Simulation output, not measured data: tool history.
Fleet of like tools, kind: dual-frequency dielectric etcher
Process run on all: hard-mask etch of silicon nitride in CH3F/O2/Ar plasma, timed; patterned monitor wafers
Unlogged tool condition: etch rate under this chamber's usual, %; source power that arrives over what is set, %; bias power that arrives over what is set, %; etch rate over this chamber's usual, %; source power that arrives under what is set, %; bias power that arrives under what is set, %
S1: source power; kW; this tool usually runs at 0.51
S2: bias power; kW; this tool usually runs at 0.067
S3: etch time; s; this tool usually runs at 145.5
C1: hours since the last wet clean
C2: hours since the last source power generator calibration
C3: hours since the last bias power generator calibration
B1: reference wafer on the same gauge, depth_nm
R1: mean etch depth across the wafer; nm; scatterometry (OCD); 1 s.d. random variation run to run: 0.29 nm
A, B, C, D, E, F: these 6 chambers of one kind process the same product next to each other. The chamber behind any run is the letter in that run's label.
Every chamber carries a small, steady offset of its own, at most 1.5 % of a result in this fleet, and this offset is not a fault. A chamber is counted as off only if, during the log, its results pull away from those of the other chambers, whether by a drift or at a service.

| run | hour | S1 | S2 | S3 | C1 | C2 | C3 | B1 | R1 |
|---|---|---|---|---|---|---|---|---|---|
| 1D | 6.5 | 0.51 | 0.067 | 145.5 | 99.7 | 2523.6 | 1095 | 118.04 | 108.99 |
| 2A | 11.1 | 0.51 | 0.067 | 145.5 | 348.4 | 3738.3 | 2078.6 | 118.05 | 108.86 |
| 3E | 16 | 0.51 | 0.067 | 145.5 | 18.3 | 765.5 | 1639.5 | 117.97 | 109 |
| 4C | 21.3 | 0.51 | 0.067 | 145.5 | 399.1 | 2800.5 | 1708.6 | 118.06 | 109.29 |
| 5B | 25.5 | 0.51 | 0.067 | 145.5 | 298.3 | 654.7 | 3149.7 | 118.02 | 108.36 |
| 6F | 28.8 | 0.51 | 0.067 | 145.5 | 346.5 | 195.9 | 3456.7 | 118.05 | 107.81 |
| 7D | 32 | 0.51 | 0.067 | 145.5 | 125.2 | 2549.1 | 1120.5 | 118.03 | 109.16 |
| 8E | 38.5 | 0.51 | 0.067 | 145.5 | 40.8 | 788 | 1662 | 117.95 | 108.92 |
| 9F | 41.5 | 0.51 | 0.067 | 145.5 | 359.2 | 208.6 | 3469.4 | 118.04 | 108.23 |
|  | 42.1 | chamber D: source power generator calibrated |
| 10A | 47.1 | 0.51 | 0.067 | 145.5 | 384.4 | 3774.3 | 2114.6 | 118.1 | 109.07 |
| 11C | 53.3 | 0.61 | 0.075 | 145.5 | 431.1 | 2832.5 | 1740.6 | 117.95 | 121.15 |
| 12B | 60.1 | 0.61 | 0.075 | 145.5 | 332.9 | 689.3 | 3184.3 | 118.02 | 121.08 |
| 13E | 63.6 | 0.61 | 0.075 | 145.5 | 65.9 | 813.1 | 1687.1 | 118.03 | 121.13 |
|  | 64.5 | chamber C: wet clean of the chamber |
| 14B | 68.9 | 0.61 | 0.075 | 145.5 | 341.7 | 698.1 | 3193.1 | 118.01 | 120.88 |
| 15A | 72.1 | 0.61 | 0.075 | 145.5 | 409.4 | 3799.3 | 2139.6 | 118.08 | 121.48 |
| 16F | 78.3 | 0.61 | 0.075 | 145.5 | 396 | 245.4 | 3506.2 | 118.04 | 119.5 |
| 17D | 85.3 | 0.51 | 0.067 | 145.5 | 178.5 | 43.2 | 1173.8 | 117.98 | 109.19 |
| 18C | 92.2 | 0.51 | 0.067 | 145.5 | 27.8 | 2871.4 | 1779.5 | 117.97 | 111.35 |
| 19E | 97.9 | 0.51 | 0.067 | 145.5 | 100.2 | 847.4 | 1721.4 | 117.91 | 109.47 |
| 20C | 102.9 | 0.51 | 0.08 | 145.5 | 38.5 | 2882.1 | 1790.2 | 118.06 | 118.31 |
| 21A | 106.7 | 0.51 | 0.08 | 145.5 | 444 | 3833.9 | 2174.2 | 118.06 | 115.72 |
|  | 110.4 | chamber A: wet clean of the chamber |
| 22F | 111.8 | 0.51 | 0.08 | 145.5 | 429.5 | 278.9 | 3539.7 | 118 | 114.62 |
| 23B | 117.8 | 0.51 | 0.08 | 145.5 | 390.6 | 747 | 3242 | 118.05 | 115.05 |
| 24D | 124.3 | 0.51 | 0.08 | 145.5 | 217.5 | 82.2 | 1212.8 | 118.01 | 116.01 |
| 25E | 127.8 | 0.51 | 0.08 | 145.5 | 130.1 | 877.3 | 1751.3 | 117.99 | 115.74 |
| 26F | 132.9 | 0.51 | 0.067 | 145.5 | 450.6 | 300 | 3560.8 | 117.96 | 108.09 |
| 27A | 137.5 | 0.51 | 0.067 | 145.5 | 27.2 | 3864.7 | 2205 | 117.9 | 109.73 |
|  | 140.8 | chamber C: source power generator calibrated |
| 28C | 141.9 | 0.51 | 0.067 | 145.5 | 77.5 | 1.2 | 1829.2 | 117.97 | 112.25 |
| 29B | 145.3 | 0.51 | 0.067 | 145.5 | 418.1 | 774.5 | 3269.5 | 117.99 | 109.43 |
| 30D | 151 | 0.51 | 0.067 | 145.5 | 244.2 | 108.9 | 1239.5 | 118 | 108.71 |
| 31D | 154.9 | 0.51 | 0.067 | 145.5 | 248.1 | 112.8 | 1243.4 | 117.91 | 108.58 |
|  | 157.6 | chamber F: wet clean of the chamber |
| 32E | 159.6 | 0.51 | 0.067 | 145.5 | 161.9 | 909.1 | 1783.1 | 118.08 | 109.08 |
| 33A | 166.1 | 0.51 | 0.067 | 145.5 | 55.8 | 3893.3 | 2233.6 | 117.98 | 109.45 |
| 34F | 170.4 | 0.51 | 0.067 | 145.5 | 12.8 | 337.5 | 3598.3 | 118 | 108.18 |
| 35C | 175.7 | 0.51 | 0.067 | 145.5 | 111.3 | 35 | 1863 | 118.03 | 112.1 |
| 36B | 182.6 | 0.51 | 0.067 | 145.5 | 455.4 | 811.8 | 3306.8 | 117.98 | 108.71 |
| 37C | 185.6 | 0.51 | 0.067 | 145.5 | 121.2 | 44.9 | 1872.9 | 118.03 | 111.83 |
| 38A | 190.6 | 0.51 | 0.067 | 145.5 | 80.3 | 3917.8 | 2258.1 | 118 | 109.43 |
| 39D | 194.6 | 0.51 | 0.067 | 145.5 | 287.8 | 152.5 | 1283.1 | 117.96 | 108.83 |
| 40E | 201.3 | 0.41 | 0.067 | 145.5 | 203.6 | 950.8 | 1824.8 | 117.93 | 100.64 |
| 41B | 205.9 | 0.41 | 0.067 | 145.5 | 478.7 | 835.1 | 3330.1 | 117.97 | 99.924 |
| 42F | 209.4 | 0.41 | 0.067 | 145.5 | 51.8 | 376.5 | 3637.3 | 117.99 | 99.515 |

Has any chamber moved away from the others, gradually or after a service, or does the common gauge drift, or do the chambers differ only by their own small steady offsets? State the chamber and the most likely cause if one applies.

Chamber C came out of a service off from its peers and stayed that way.
Cause: etch rate over this chamber's usual, % = 2.48.

Chamber C could run next with any of the 4 candidate recipes listed below; each alters the usual settings, and their results appear as question marks. Which one brings its results back in line with what the other chambers deliver on the usual settings?
To be in line, a result may differ from the other chambers' mean on the usual settings by at most: R1 1 nm
| 43C-1 | 214.4 | 0.53 | 0.07 | 145.5 |  |  |  |  | ? |
| 43C-2 | 214.4 | 0.51 | 0.067 | 147 |  |  |  |  | ? |
| 43C-3 | 214.4 | 0.51 | 0.067 | 141.5 |  |  |  |  | ? |
| 43C-4 | 214.4 | 0.51 | 0.067 | 144 |  |  |  |  | ? |

On the usual settings, the other chambers give on average: R1 108.8 nm
| run | R1 |
|---|---|
| 43C-1 | 115.21 |
| 43C-2 | 113.07 |
| 43C-3 | 108.84 |
| 43C-4 | 110.76 |
43C-3 is the one that brings the chamber's results back in line with the other chambers.

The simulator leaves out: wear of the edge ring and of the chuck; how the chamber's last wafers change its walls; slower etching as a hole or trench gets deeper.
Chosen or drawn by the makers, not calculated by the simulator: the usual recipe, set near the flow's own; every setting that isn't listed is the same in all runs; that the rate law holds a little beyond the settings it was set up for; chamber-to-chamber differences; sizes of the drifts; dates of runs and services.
